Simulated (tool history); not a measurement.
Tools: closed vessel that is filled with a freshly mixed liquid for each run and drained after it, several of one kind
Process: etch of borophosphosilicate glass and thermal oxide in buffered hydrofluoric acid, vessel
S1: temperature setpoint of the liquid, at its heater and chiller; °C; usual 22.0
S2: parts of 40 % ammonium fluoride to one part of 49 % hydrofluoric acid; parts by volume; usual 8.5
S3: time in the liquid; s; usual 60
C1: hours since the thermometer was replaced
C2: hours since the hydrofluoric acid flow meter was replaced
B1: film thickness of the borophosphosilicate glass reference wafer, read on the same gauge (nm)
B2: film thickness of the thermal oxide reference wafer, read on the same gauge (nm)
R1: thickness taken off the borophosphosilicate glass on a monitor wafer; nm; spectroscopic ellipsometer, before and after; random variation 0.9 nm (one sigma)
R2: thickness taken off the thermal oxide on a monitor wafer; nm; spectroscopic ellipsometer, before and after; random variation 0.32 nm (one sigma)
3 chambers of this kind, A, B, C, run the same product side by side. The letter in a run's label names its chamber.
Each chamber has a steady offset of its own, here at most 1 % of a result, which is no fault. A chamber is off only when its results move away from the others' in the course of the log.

run    day    S1   S2  S3      C1      C2      B1      B2      R1       R2
 1B  0.288  22.0  8.5  60  1086.0   160.1  129.98  140.02  160.05   71.538
     0.442  -- chamber C: thermometer replaced
 2C  0.625  22.0  8.5  60     4.5   541.3  129.99  139.99  161.77   71.074
 3A  0.967  22.0  8.5  60   309.9  1580.4  130.01  140.00  161.81   72.210
 4A  1.171  22.0  8.5  60   314.8  1585.3  130.01  140.01  163.07   72.196
 5C  1.325  22.0  8.5  60    21.3   558.1  129.99  140.02  159.96   71.695
 6B  1.629  22.0  8.5  60  1118.2   192.3  129.97  139.99  161.46   72.517
 7C  1.846  22.0  8.5  60    33.8   570.6  130.03  140.04  160.07   71.631
 8B  2.108  22.0  8.5  60  1129.7   203.8  129.96  139.99  161.65   71.801
 9A  2.417  22.0  8.5  60   344.7  1615.2  130.02  140.03  162.83   71.763
10B  2.650  22.0  8.5  60  1142.7   216.8  130.00  140.00  160.65   71.191
11A  2.996  22.0  8.5  60   358.6  1629.1  130.01  139.95  162.82   71.874
12C  3.158  22.0  8.5  60    65.3   602.1  129.99  140.03  160.79   71.086
13B  3.325  22.0  8.5  60  1158.9   233.0  130.00  140.00  161.03   72.076
14C  3.662  22.0  8.5  60    77.4   614.2  129.98  139.99  160.80   71.917
15A  4.004  22.0  8.5  60   382.8  1653.3  130.00  140.03  162.05   72.263
16C  4.192  22.0  8.5  60    90.1   626.9  130.03  140.02  159.46   71.868
17A  4.529  22.0  8.5  60   395.4  1665.9  129.98  140.02  163.44   72.267
18B  4.783  22.0  8.5  60  1193.9   268.0  130.02  139.98  162.65   71.943
19B  5.108  22.0  8.5  60  1201.7   275.8  129.98  140.00  159.98   71.947
20A  5.446  22.0  8.5  60   417.4  1687.9  129.99  140.02  161.87   72.066
21C  5.650  22.0  8.5  60   125.1   661.9  130.02  139.97  160.73   71.747
22A  5.838  26.5  8.5  80   426.8  1697.3  130.02  140.00  277.47  122.530

Next, every chamber runs the same settings. What will each give?
23A  6.092  18.5  8.5  60                   ?   ?
23B  6.092  18.5  8.5  60                   ?   ?
23C  6.092  18.5  8.5  60                   ?   ?

run      R1      R2
23A  133.70  59.447
23B  132.49  59.030
23C  132.85  58.760

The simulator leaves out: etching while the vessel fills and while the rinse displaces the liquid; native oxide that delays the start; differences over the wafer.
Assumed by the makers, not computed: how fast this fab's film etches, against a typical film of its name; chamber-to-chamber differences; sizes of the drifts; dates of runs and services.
